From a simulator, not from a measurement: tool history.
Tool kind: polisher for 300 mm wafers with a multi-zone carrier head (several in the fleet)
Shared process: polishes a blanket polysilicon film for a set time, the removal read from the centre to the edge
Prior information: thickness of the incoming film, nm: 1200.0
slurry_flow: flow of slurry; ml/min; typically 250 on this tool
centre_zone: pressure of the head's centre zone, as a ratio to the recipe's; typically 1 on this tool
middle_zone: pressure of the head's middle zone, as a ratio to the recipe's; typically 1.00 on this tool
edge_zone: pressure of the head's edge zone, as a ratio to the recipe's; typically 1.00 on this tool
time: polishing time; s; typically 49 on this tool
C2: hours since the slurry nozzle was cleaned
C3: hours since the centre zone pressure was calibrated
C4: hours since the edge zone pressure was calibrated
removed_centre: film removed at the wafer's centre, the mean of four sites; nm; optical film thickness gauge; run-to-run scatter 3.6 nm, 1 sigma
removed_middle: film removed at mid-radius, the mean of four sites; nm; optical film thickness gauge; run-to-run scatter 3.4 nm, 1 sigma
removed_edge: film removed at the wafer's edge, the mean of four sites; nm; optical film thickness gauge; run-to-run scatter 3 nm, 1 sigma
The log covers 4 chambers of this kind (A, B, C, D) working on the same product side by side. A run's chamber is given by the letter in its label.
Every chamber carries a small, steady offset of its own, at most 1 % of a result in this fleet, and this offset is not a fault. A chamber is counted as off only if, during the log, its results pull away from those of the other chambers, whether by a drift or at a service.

run 1A hour=5.1 | slurry_flow=250 centre_zone=1 middle_zone=1.00 edge_zone=1.00 time=49 | wafers_polished_on_this_pad=95 C2=352.8 C3=197.3 C4=931.3 | removed_centre=420.90 removed_middle=419.56 removed_edge=421.69
-- hour=10.6 chamber C: edge zone pressure recalibrated
run 2B hour=12.0 | slurry_flow=250 centre_zone=1 middle_zone=1.00 edge_zone=1.00 time=49 | wafers_polished_on_this_pad=1135 C2=118.0 C3=190.9 C4=41.7 | removed_centre=426.50 removed_middle=416.01 removed_edge=425.87
-- hour=14.1 chamber D: worn pad replaced by a new one
run 3C hour=19.0 | slurry_flow=250 centre_zone=1 middle_zone=1.00 edge_zone=1.00 time=49 | wafers_polished_on_this_pad=803 C2=532.6 C3=114.8 C4=8.5 | removed_centre=411.24 removed_middle=417.82 removed_edge=420.16
run 4D hour=26.0 | slurry_flow=250 centre_zone=1 middle_zone=1.00 edge_zone=1.00 time=49 | wafers_polished_on_this_pad=102 C2=90.8 C3=241.3 C4=152.8 | removed_centre=409.49 removed_middle=417.72 removed_edge=417.64
run 5B hour=32.0 | slurry_flow=250 centre_zone=1 middle_zone=1.00 edge_zone=1.00 time=49 | wafers_polished_on_this_pad=1305 C2=138.0 C3=210.9 C4=61.7 | removed_centre=422.16 removed_middle=415.29 removed_edge=417.59
run 6A hour=38.6 | slurry_flow=250 centre_zone=1 middle_zone=1.00 edge_zone=1.00 time=49 | wafers_polished_on_this_pad=380 C2=386.3 C3=230.8 C4=964.8 | removed_centre=417.00 removed_middle=418.73 removed_edge=418.51
run 7D hour=46.0 | slurry_flow=250 centre_zone=1 middle_zone=1.00 edge_zone=1.00 time=49 | wafers_polished_on_this_pad=272 C2=110.8 C3=261.3 C4=172.8 | removed_centre=419.93 removed_middle=419.73 removed_edge=417.73
run 8C hour=56.6 | slurry_flow=250 centre_zone=1 middle_zone=1.00 edge_zone=1.00 time=49 | wafers_polished_on_this_pad=1123 C2=570.2 C3=152.4 C4=46.1 | removed_centre=420.66 removed_middle=420.67 removed_edge=423.95
-- hour=61.0 chamber B: worn pad replaced by a new one
-- hour=62.3 chamber C: worn pad replaced by a new one
-- hour=66.7 chamber C: slurry nozzle cleaned
run 9C hour=66.8 | slurry_flow=250 centre_zone=1 middle_zone=1.00 edge_zone=1.00 time=49 | wafers_polished_on_this_pad=38 C2=0.1 C3=162.6 C4=56.3 | removed_centre=416.77 removed_middle=421.77 removed_edge=419.57
run 10B hour=72.6 | slurry_flow=250 centre_zone=1 middle_zone=1.00 edge_zone=1.00 time=49 | wafers_polished_on_this_pad=98 C2=178.6 C3=251.5 C4=102.3 | removed_centre=427.28 removed_middle=416.75 removed_edge=427.06
run 11A hour=79.4 | slurry_flow=250 centre_zone=1 middle_zone=1.00 edge_zone=1.00 time=49 | wafers_polished_on_this_pad=728 C2=427.1 C3=271.6 C4=1005.6 | removed_centre=416.05 removed_middle=420.65 removed_edge=426.10
run 12D hour=89.6 | slurry_flow=250 centre_zone=1 middle_zone=1.00 edge_zone=1.00 time=49 | wafers_polished_on_this_pad=643 C2=154.4 C3=304.9 C4=216.4 | removed_centre=416.82 removed_middle=421.14 removed_edge=421.42
-- hour=94.0 chamber D: worn pad replaced by a new one
run 13D hour=94.8 | slurry_flow=250 centre_zone=1 middle_zone=1.00 edge_zone=1.00 time=49 | wafers_polished_on_this_pad=7 C2=159.6 C3=310.1 C4=221.6 | removed_centre=422.08 removed_middle=420.22 removed_edge=421.54
-- hour=101.7 chamber D: centre zone pressure recalibrated
run 14A hour=101.7 | slurry_flow=250 centre_zone=1 middle_zone=1.00 edge_zone=1.00 time=49 | wafers_polished_on_this_pad=918 C2=449.4 C3=293.9 C4=1027.9 | removed_centre=416.65 removed_middle=420.45 removed_edge=422.91
run 15B hour=108.3 | slurry_flow=250 centre_zone=1 middle_zone=1.00 edge_zone=1.00 time=58 | wafers_polished_on_this_pad=402 C2=214.3 C3=287.2 C4=138.0 | removed_centre=500.92 removed_middle=491.60 removed_edge=500.24
run 16C hour=116.9 | slurry_flow=250 centre_zone=1 middle_zone=1.00 edge_zone=1.00 time=58 | wafers_polished_on_this_pad=465 C2=50.2 C3=212.7 C4=106.4 | removed_centre=483.17 removed_middle=491.13 removed_edge=491.53
run 17D hour=124.8 | slurry_flow=250 centre_zone=1 middle_zone=1.00 edge_zone=1.00 time=58 | wafers_polished_on_this_pad=262 C2=189.6 C3=23.1 C4=251.6 | removed_centre=494.78 removed_middle=500.15 removed_edge=499.48
run 18A hour=131.5 | slurry_flow=250 centre_zone=1 middle_zone=1.00 edge_zone=1.00 time=58 | wafers_polished_on_this_pad=1171 C2=479.2 C3=323.7 C4=1057.7 | removed_centre=489.75 removed_middle=491.92 removed_edge=499.40
-- hour=132.1 chamber A: worn pad replaced by a new one
run 19B hour=140.9 | slurry_flow=250 centre_zone=1 middle_zone=1.00 edge_zone=1.00 time=49 | wafers_polished_on_this_pad=680 C2=246.9 C3=319.8 C4=170.6 | removed_centre=420.82 removed_middle=421.55 removed_edge=424.62
run 20C hour=146.1 | slurry_flow=250 centre_zone=1 middle_zone=1.09 edge_zone=1.00 time=49 | wafers_polished_on_this_pad=713 C2=79.4 C3=241.9 C4=135.6 | removed_centre=415.78 removed_middle=457.07 removed_edge=421.41
run 21D hour=155.4 | slurry_flow=250 centre_zone=1 middle_zone=1.09 edge_zone=1.00 time=49 | wafers_polished_on_this_pad=523 C2=220.2 C3=53.7 C4=282.2 | removed_centre=425.92 removed_middle=463.27 removed_edge=414.68
run 22C hour=166.0 | slurry_flow=250 centre_zone=1 middle_zone=1.09 edge_zone=1.00 time=49 | wafers_polished_on_this_pad=883 C2=99.3 C3=261.8 C4=155.5 | removed_centre=416.36 removed_middle=453.83 removed_edge=419.20
-- hour=166.1 chamber A: slurry nozzle cleaned
run 23B hour=176.6 | slurry_flow=250 centre_zone=1 middle_zone=1.09 edge_zone=1.00 time=49 | wafers_polished_on_this_pad=984 C2=282.6 C3=355.5 C4=206.3 | removed_centre=420.96 removed_middle=450.97 removed_edge=423.23
run 24A hour=184.9 | slurry_flow=250 centre_zone=1 middle_zone=1.00 edge_zone=1.00 time=49 | wafers_polished_on_this_pad=450 C2=18.8 C3=377.1 C4=1111.1 | removed_centre=415.15 removed_middle=426.66 removed_edge=419.39
-- hour=189.8 chamber D: worn pad replaced by a new one
run 25B hour=190.1 | slurry_flow=250 centre_zone=1 middle_zone=1.00 edge_zone=1.00 time=49 | wafers_polished_on_this_pad=1099 C2=296.1 C3=369.0 C4=219.8 | removed_centre=427.74 removed_middle=417.86 removed_edge=426.89
run 26D hour=195.9 | slurry_flow=250 centre_zone=1 middle_zone=1.00 edge_zone=1.00 time=49 | wafers_polished_on_this_pad=52 C2=260.7 C3=94.2 C4=322.7 | removed_centre=419.26 removed_middle=424.74 removed_edge=420.73
run 27C hour=201.0 | slurry_flow=250 centre_zone=1 middle_zone=0.89 edge_zone=1.04 time=49 | wafers_polished_on_this_pad=1181 C2=134.3 C3=296.8 C4=190.5 | removed_centre=412.33 removed_middle=377.46 removed_edge=427.12
run 28A hour=211.3 | slurry_flow=250 centre_zone=1 middle_zone=0.89 edge_zone=1.04 time=49 | wafers_polished_on_this_pad=675 C2=45.2 C3=403.5 C4=1137.5 | removed_centre=417.14 removed_middle=384.54 removed_edge=434.11
-- hour=215.4 chamber C: worn pad replaced by a new one
run 29D hour=219.5 | slurry_flow=250 centre_zone=1 middle_zone=0.89 edge_zone=1.04 time=49 | wafers_polished_on_this_pad=253 C2=284.3 C3=117.8 C4=346.3 | removed_centre=420.30 removed_middle=378.70 removed_edge=433.04
run 30A hour=226.2 | slurry_flow=250 centre_zone=1 middle_zone=0.89 edge_zone=1.04 time=49 | wafers_polished_on_this_pad=802 C2=60.1 C3=418.4 C4=1152.4 | removed_centre=409.80 removed_middle=378.50 removed_edge=429.97
-- hour=227.7 chamber A: centre zone pressure recalibrated
-- hour=230.5 chamber B: worn pad replaced by a new one
run 31C hour=236.4 | slurry_flow=250 centre_zone=1 middle_zone=1.00 edge_zone=1.00 time=49 | wafers_polished_on_this_pad=178 C2=169.7 C3=332.2 C4=225.9 | removed_centre=415.56 removed_middle=424.57 removed_edge=421.92
run 32B hour=242.8 | slurry_flow=250 centre_zone=1 middle_zone=1.00 edge_zone=1.00 time=49 | wafers_polished_on_this_pad=105 C2=348.8 C3=421.7 C4=272.5 | removed_centre=427.19 removed_middle=416.18 removed_edge=418.26
run 33C hour=249.4 | slurry_flow=250 centre_zone=1 middle_zone=1.00 edge_zone=1.00 time=49 | wafers_polished_on_this_pad=289 C2=182.7 C3=345.2 C4=238.9 | removed_centre=415.94 removed_middle=416.15 removed_edge=418.20
run 34D hour=257.8 | slurry_flow=250 centre_zone=1 middle_zone=1.08 edge_zone=1.00 time=49 | wafers_polished_on_this_pad=579 C2=322.6 C3=156.1 C4=384.6 | removed_centre=416.57 removed_middle=457.18 removed_edge=414.53
run 35A hour=266.4 | slurry_flow=250 centre_zone=1 middle_zone=1.08 edge_zone=1.00 time=49 | wafers_polished_on_this_pad=1144 C2=100.3 C3=38.7 C4=1192.6 | removed_centre=411.30 removed_middle=451.34 removed_edge=418.51
run 36B hour=271.4 | slurry_flow=250 centre_zone=1 middle_zone=1.08 edge_zone=1.00 time=49 | wafers_polished_on_this_pad=348 C2=377.4 C3=450.3 C4=301.1 | removed_centre=417.95 removed_middle=438.25 removed_edge=420.37
-- hour=275.7 chamber A: worn pad replaced by a new one
run 37B hour=280.2 | slurry_flow=250 centre_zone=1 middle_zone=1.08 edge_zone=1.00 time=49 | wafers_polished_on_this_pad=423 C2=386.2 C3=459.1 C4=309.9 | removed_centre=421.76 removed_middle=448.87 removed_edge=426.82
run 38A hour=288.7 | slurry_flow=250 centre_zone=1 middle_zone=1.00 edge_zone=1.00 time=49 | wafers_polished_on_this_pad=110 C2=122.6 C3=61.0 C4=1214.9 | removed_centre=422.86 removed_middle=423.72 removed_edge=426.11

What goes on in this fleet: one chamber off, a drifting gauge, or nothing beyond the chambers' own small offsets? Name the chamber and the cause, if any.

No chamber stands off beyond its own small offset, and the gauge holds steady.

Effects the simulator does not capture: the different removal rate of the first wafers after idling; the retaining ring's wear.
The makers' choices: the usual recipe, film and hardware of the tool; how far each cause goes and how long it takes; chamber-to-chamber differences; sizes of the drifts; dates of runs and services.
